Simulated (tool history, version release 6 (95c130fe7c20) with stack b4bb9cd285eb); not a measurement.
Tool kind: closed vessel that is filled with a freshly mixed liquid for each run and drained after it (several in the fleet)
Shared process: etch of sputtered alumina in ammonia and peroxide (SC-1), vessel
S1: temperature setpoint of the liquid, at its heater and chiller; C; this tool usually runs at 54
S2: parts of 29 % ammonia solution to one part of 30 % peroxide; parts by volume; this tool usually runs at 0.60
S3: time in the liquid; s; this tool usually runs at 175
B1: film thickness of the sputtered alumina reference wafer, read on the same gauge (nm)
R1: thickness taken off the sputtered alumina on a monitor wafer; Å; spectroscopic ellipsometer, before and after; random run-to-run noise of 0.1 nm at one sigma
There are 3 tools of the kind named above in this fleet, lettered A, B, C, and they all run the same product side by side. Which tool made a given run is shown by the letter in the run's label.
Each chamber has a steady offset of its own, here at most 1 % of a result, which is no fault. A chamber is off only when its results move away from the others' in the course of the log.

| run | day | S1 | S2 | S3 | B1 | R1 |
|---|---|---|---|---|---|---|
| 1B | 0.225 | 54 | 0.60 | 175 | 130.00 | 164.12 |
| 2A | 0.338 | 54 | 0.60 | 175 | 129.97 | 165.81 |
| 3C | 0.542 | 54 | 0.60 | 175 | 130.00 | 165.59 |
|  | 0.642 | chamber C: new drum of ammonia solution connected |
| 4A | 0.779 | 54 | 0.60 | 175 | 129.97 | 166.82 |
| 5B | 0.904 | 54 | 0.60 | 175 | 129.99 | 165.83 |
| 6C | 1.158 | 54 | 0.60 | 175 | 130.04 | 167.38 |
| 7B | 1.342 | 54 | 0.60 | 175 | 130.00 | 165.70 |
| 8A | 1.471 | 54 | 0.60 | 175 | 129.98 | 164.81 |
| 9C | 1.683 | 54 | 0.35 | 175 | 130.01 | 157.89 |
| 10C | 1.846 | 54 | 0.35 | 175 | 129.99 | 158.61 |
| 11B | 2.029 | 54 | 0.35 | 175 | 130.00 | 157.49 |
| 12A | 2.204 | 54 | 0.60 | 175 | 130.00 | 164.96 |
| 13C | 2.429 | 54 | 0.75 | 175 | 130.02 | 170.36 |
| 14A | 2.575 | 54 | 0.75 | 175 | 130.01 | 169.41 |
| 15B | 2.762 | 54 | 0.75 | 175 | 129.99 | 171.20 |
| 16C | 2.971 | 54 | 0.60 | 175 | 130.02 | 167.40 |
|  | 3.121 | chamber A: new drum of ammonia solution connected |
| 17A | 3.133 | 54 | 0.60 | 175 | 129.97 | 166.29 |
| 18B | 3.300 | 54 | 0.60 | 175 | 129.98 | 165.13 |
| 19C | 3.525 | 54 | 0.60 | 175 | 130.00 | 165.92 |
| 20B | 3.721 | 54 | 0.60 | 175 | 129.98 | 166.78 |
| 21A | 3.958 | 54 | 0.50 | 175 | 129.98 | 163.39 |
| 22C | 4.112 | 54 | 0.50 | 175 | 130.04 | 164.01 |
| 23B | 4.262 | 54 | 0.50 | 175 | 130.02 | 163.18 |
| 24A | 4.508 | 54 | 0.60 | 175 | 129.99 | 164.19 |
| 25C | 4.742 | 54 | 0.60 | 175 | 130.00 | 168.18 |
| 26A | 4.938 | 54 | 0.60 | 175 | 129.98 | 165.55 |

For the next run the whole fleet of 3 chambers uses the same settings. Give each chamber's results:
| 27A | 5.121 | 54 | 0.60 | 175 |  | ? |
| 27B | 5.121 | 54 | 0.60 | 175 |  | ? |
| 27C | 5.121 | 54 | 0.60 | 175 |  | ? |

| run | R1 |
|---|---|
| 27A | 164.75 |
| 27B | 166.06 |
| 27C | 167.77 |
